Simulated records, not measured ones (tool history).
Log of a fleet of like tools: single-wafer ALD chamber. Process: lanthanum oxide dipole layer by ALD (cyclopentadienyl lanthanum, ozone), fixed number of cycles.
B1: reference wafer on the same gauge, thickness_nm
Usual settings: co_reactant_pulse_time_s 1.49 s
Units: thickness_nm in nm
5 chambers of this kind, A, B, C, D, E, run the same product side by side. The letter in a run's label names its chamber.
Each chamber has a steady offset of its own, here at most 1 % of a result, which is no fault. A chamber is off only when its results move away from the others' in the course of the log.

Run 1A, day 0.342: usual settings; B1 0.49514. Result: thickness_nm 0.55014 nm.
Run 2E, day 0.675: usual settings; B1 0.49518. Result: thickness_nm 0.54718 nm.
Run 3B, day 0.938: usual settings; B1 0.49519. Result: thickness_nm 0.54687 nm.
Run 4D, day 1.204: usual settings; B1 0.49516. Result: thickness_nm 0.54621 nm.
Run 5C, day 1.688: usual settings; B1 0.49531. Result: thickness_nm 0.55166 nm.
Run 6B, day 1.933: usual settings; B1 0.49547. Result: thickness_nm 0.54759 nm.
Run 7E, day 2.317: usual settings; B1 0.49555. Result: thickness_nm 0.54726 nm.
Run 8C, day 2.717: usual settings; B1 0.49556. Result: thickness_nm 0.55190 nm.
Run 9D, day 2.942: usual settings; B1 0.49552. Result: thickness_nm 0.54561 nm.
Run 10A, day 3.246: usual settings; B1 0.49554. Result: thickness_nm 0.55071 nm.
Run 11D, day 3.483: usual settings but co_reactant_pulse_time_s 1.15 s; B1 0.49570. Result: thickness_nm 0.51726 nm.
Run 12C, day 3.829: usual settings but co_reactant_pulse_time_s 1.15 s; B1 0.49572. Result: thickness_nm 0.52368 nm.
Run 13B, day 4.233: usual settings but co_reactant_pulse_time_s 1.15 s; B1 0.49607. Result: thickness_nm 0.52027 nm.
Run 14A, day 4.521: usual settings but co_reactant_pulse_time_s 1.15 s; B1 0.49588. Result: thickness_nm 0.52296 nm.
Run 15E, day 4.962: usual settings but co_reactant_pulse_time_s 1.15 s; B1 0.49599. Result: thickness_nm 0.51962 nm.
Run 16C, day 5.379: usual settings; B1 0.49613. Result: thickness_nm 0.55387 nm.
Run 17A, day 5.592: usual settings; B1 0.49622. Result: thickness_nm 0.55121 nm.
Run 18B, day 5.883: usual settings; B1 0.49622. Result: thickness_nm 0.54869 nm.
Run 19D, day 6.242: usual settings; B1 0.49618. Result: thickness_nm 0.54673 nm.
Run 20E, day 6.479: usual settings but co_reactant_pulse_time_s 1.85 s; B1 0.49628. Result: thickness_nm 0.56396 nm.
Run 21C, day 6.725: usual settings but co_reactant_pulse_time_s 1.85 s; B1 0.49636. Result: thickness_nm 0.56860 nm.
Run 22E, day 7.083: usual settings but co_reactant_pulse_time_s 1.85 s; B1 0.49638. Result: thickness_nm 0.56486 nm.
Run 23A, day 7.362: usual settings but co_reactant_pulse_time_s 1.85 s; B1 0.49641. Result: thickness_nm 0.56710 nm.
Run 24B, day 7.725: usual settings but co_reactant_pulse_time_s 1.85 s; B1 0.49651. Result: thickness_nm 0.56383 nm.
Run 25D, day 8.179: usual settings; B1 0.49677. Result: thickness_nm 0.54683 nm.
Run 26A, day 8.512: usual settings; B1 0.49687. Result: thickness_nm 0.55239 nm.
Run 27C, day 8.721: usual settings; B1 0.49669. Result: thickness_nm 0.55354 nm.
Run 28B, day 8.954: usual settings; B1 0.49689. Result: thickness_nm 0.54929 nm.
Run 29D, day 9.400: usual settings; B1 0.49718. Result: thickness_nm 0.54840 nm.
At day 9.529: chamber E: ozone generator serviced.
Run 30E, day 9.742: usual settings; B1 0.49704. Result: thickness_nm 0.55003 nm.
Run 31A, day 10.092: usual settings; B1 0.49705. Result: thickness_nm 0.55391 nm.
Run 32C, day 10.554: usual settings; B1 0.49720. Result: thickness_nm 0.55354 nm.
Run 33E, day 10.904: usual settings; B1 0.49710. Result: thickness_nm 0.55052 nm.
Run 34B, day 11.233: usual settings; B1 0.49737. Result: thickness_nm 0.54976 nm.

Next, every chamber runs the same settings. What will each give?
Run 35A, day 11.579: usual settings. Result: thickness_nm ?.
Run 35B, day 11.579: usual settings. Result: thickness_nm ?.
Run 35C, day 11.579: usual settings. Result: thickness_nm ?.
Run 35D, day 11.579: usual settings. Result: thickness_nm ?.
Run 35E, day 11.579: usual settings. Result: thickness_nm ?.

run  thickness_nm
35A       0.55189
35B       0.55025
35C       0.55429
35D       0.54845
35E       0.54997

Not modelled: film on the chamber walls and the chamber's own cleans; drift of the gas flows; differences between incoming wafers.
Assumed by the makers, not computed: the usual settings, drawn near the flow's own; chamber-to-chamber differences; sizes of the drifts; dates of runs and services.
